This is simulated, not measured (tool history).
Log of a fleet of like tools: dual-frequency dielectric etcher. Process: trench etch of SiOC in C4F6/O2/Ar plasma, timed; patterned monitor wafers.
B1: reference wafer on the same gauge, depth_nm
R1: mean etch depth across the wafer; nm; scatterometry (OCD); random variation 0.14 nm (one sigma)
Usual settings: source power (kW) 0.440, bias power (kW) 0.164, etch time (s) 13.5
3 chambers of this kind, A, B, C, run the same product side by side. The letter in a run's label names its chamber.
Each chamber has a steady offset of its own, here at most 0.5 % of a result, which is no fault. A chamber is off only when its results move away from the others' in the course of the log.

run 1B hour=16.4 | source_power_(kW)=0.440 bias_power_(kW)=0.164 etch_time_(s)=13.5 | B1=32.093 | R1=28.078
run 2A hour=32.5 | source_power_(kW)=0.440 bias_power_(kW)=0.164 etch_time_(s)=13.5 | B1=32.095 | R1=27.987
run 3C hour=47.4 | source_power_(kW)=0.440 bias_power_(kW)=0.164 etch_time_(s)=13.5 | B1=32.088 | R1=28.277
run 4A hour=57.5 | source_power_(kW)=0.440 bias_power_(kW)=0.164 etch_time_(s)=13.5 | B1=32.118 | R1=28.112
run 5C hour=70.2 | source_power_(kW)=0.440 bias_power_(kW)=0.164 etch_time_(s)=13.5 | B1=32.110 | R1=28.262
run 6B hour=85.9 | source_power_(kW)=0.440 bias_power_(kW)=0.164 etch_time_(s)=13.5 | B1=32.077 | R1=28.467
run 7C hour=97.2 | source_power_(kW)=0.440 bias_power_(kW)=0.124 etch_time_(s)=13.5 | B1=32.088 | R1=26.080
run 8B hour=112.2 | source_power_(kW)=0.440 bias_power_(kW)=0.124 etch_time_(s)=13.5 | B1=32.102 | R1=26.044
run 9A hour=125.5 | source_power_(kW)=0.440 bias_power_(kW)=0.124 etch_time_(s)=13.5 | B1=32.069 | R1=25.921
-- hour=136.8 chamber C: wet clean of the chamber
run 10B hour=141.9 | source_power_(kW)=0.440 bias_power_(kW)=0.164 etch_time_(s)=13.5 | B1=32.130 | R1=28.403
-- hour=147.7 chamber A: wet clean of the chamber
run 11A hour=150.3 | source_power_(kW)=0.440 bias_power_(kW)=0.164 etch_time_(s)=13.5 | B1=32.091 | R1=28.217
run 12C hour=161.9 | source_power_(kW)=0.440 bias_power_(kW)=0.164 etch_time_(s)=13.5 | B1=32.136 | R1=28.364
-- hour=165.5 chamber C: bias power generator calibrated
run 13C hour=171.6 | source_power_(kW)=0.440 bias_power_(kW)=0.164 etch_time_(s)=13.5 | B1=32.114 | R1=28.187
run 14A hour=187.9 | source_power_(kW)=0.440 bias_power_(kW)=0.164 etch_time_(s)=13.5 | B1=32.061 | R1=27.923
run 15B hour=201.1 | source_power_(kW)=0.440 bias_power_(kW)=0.164 etch_time_(s)=13.5 | B1=32.103 | R1=28.400
run 16B hour=211.9 | source_power_(kW)=0.440 bias_power_(kW)=0.164 etch_time_(s)=13.5 | B1=32.065 | R1=28.460
run 17A hour=220.5 | source_power_(kW)=0.440 bias_power_(kW)=0.164 etch_time_(s)=13.5 | B1=32.070 | R1=28.229
run 18C hour=230.4 | source_power_(kW)=0.440 bias_power_(kW)=0.164 etch_time_(s)=13.5 | B1=32.103 | R1=28.154
run 19A hour=239.2 | source_power_(kW)=0.440 bias_power_(kW)=0.164 etch_time_(s)=13.5 | B1=32.060 | R1=28.221
run 20C hour=253.2 | source_power_(kW)=0.440 bias_power_(kW)=0.164 etch_time_(s)=13.5 | B1=32.081 | R1=28.286
run 21B hour=261.5 | source_power_(kW)=0.440 bias_power_(kW)=0.164 etch_time_(s)=13.5 | B1=32.106 | R1=28.211
run 22C hour=269.4 | source_power_(kW)=0.440 bias_power_(kW)=0.164 etch_time_(s)=13.5 | B1=32.091 | R1=28.422
run 23A hour=276.6 | source_power_(kW)=0.440 bias_power_(kW)=0.164 etch_time_(s)=13.5 | B1=32.125 | R1=28.104
run 24B hour=287.1 | source_power_(kW)=0.440 bias_power_(kW)=0.164 etch_time_(s)=13.5 | B1=32.105 | R1=28.595
run 25A hour=297.3 | source_power_(kW)=0.440 bias_power_(kW)=0.164 etch_time_(s)=13.5 | B1=32.136 | R1=28.414
run 26C hour=310.7 | source_power_(kW)=0.440 bias_power_(kW)=0.164 etch_time_(s)=13.5 | B1=32.075 | R1=28.246
run 27B hour=319.0 | source_power_(kW)=0.440 bias_power_(kW)=0.164 etch_time_(s)=13.5 | B1=32.086 | R1=28.127
run 28A hour=329.0 | source_power_(kW)=0.440 bias_power_(kW)=0.164 etch_time_(s)=13.5 | B1=32.138 | R1=28.124
run 29B hour=341.3 | source_power_(kW)=0.440 bias_power_(kW)=0.164 etch_time_(s)=13.5 | B1=32.146 | R1=28.380
run 30C hour=357.4 | source_power_(kW)=0.520 bias_power_(kW)=0.164 etch_time_(s)=15.5 | B1=32.146 | R1=34.638
run 31C hour=367.4 | source_power_(kW)=0.520 bias_power_(kW)=0.164 etch_time_(s)=15.5 | B1=32.090 | R1=34.978
-- hour=375.7 chamber B: wet clean of the chamber
run 32B hour=377.9 | source_power_(kW)=0.520 bias_power_(kW)=0.164 etch_time_(s)=15.5 | B1=32.112 | R1=34.526
run 33A hour=392.0 | source_power_(kW)=0.440 bias_power_(kW)=0.164 etch_time_(s)=13.5 | B1=32.051 | R1=28.147
run 34C hour=400.2 | source_power_(kW)=0.440 bias_power_(kW)=0.164 etch_time_(s)=16.0 | B1=32.090 | R1=33.301
run 35B hour=413.7 | source_power_(kW)=0.440 bias_power_(kW)=0.164 etch_time_(s)=16.0 | B1=32.121 | R1=33.735
run 36A hour=428.2 | source_power_(kW)=0.440 bias_power_(kW)=0.164 etch_time_(s)=16.0 | B1=32.100 | R1=33.246
run 37C hour=442.4 | source_power_(kW)=0.350 bias_power_(kW)=0.164 etch_time_(s)=10.5 | B1=32.087 | R1=20.001
run 38B hour=456.6 | source_power_(kW)=0.350 bias_power_(kW)=0.164 etch_time_(s)=10.5 | B1=32.098 | R1=20.217

Is one chamber off against the others, does the gauge drift, or is nothing wrong? If a chamber is off, say which, and what the likeliest cause is.

No chamber stands off beyond its own small offset, and the gauge holds steady.
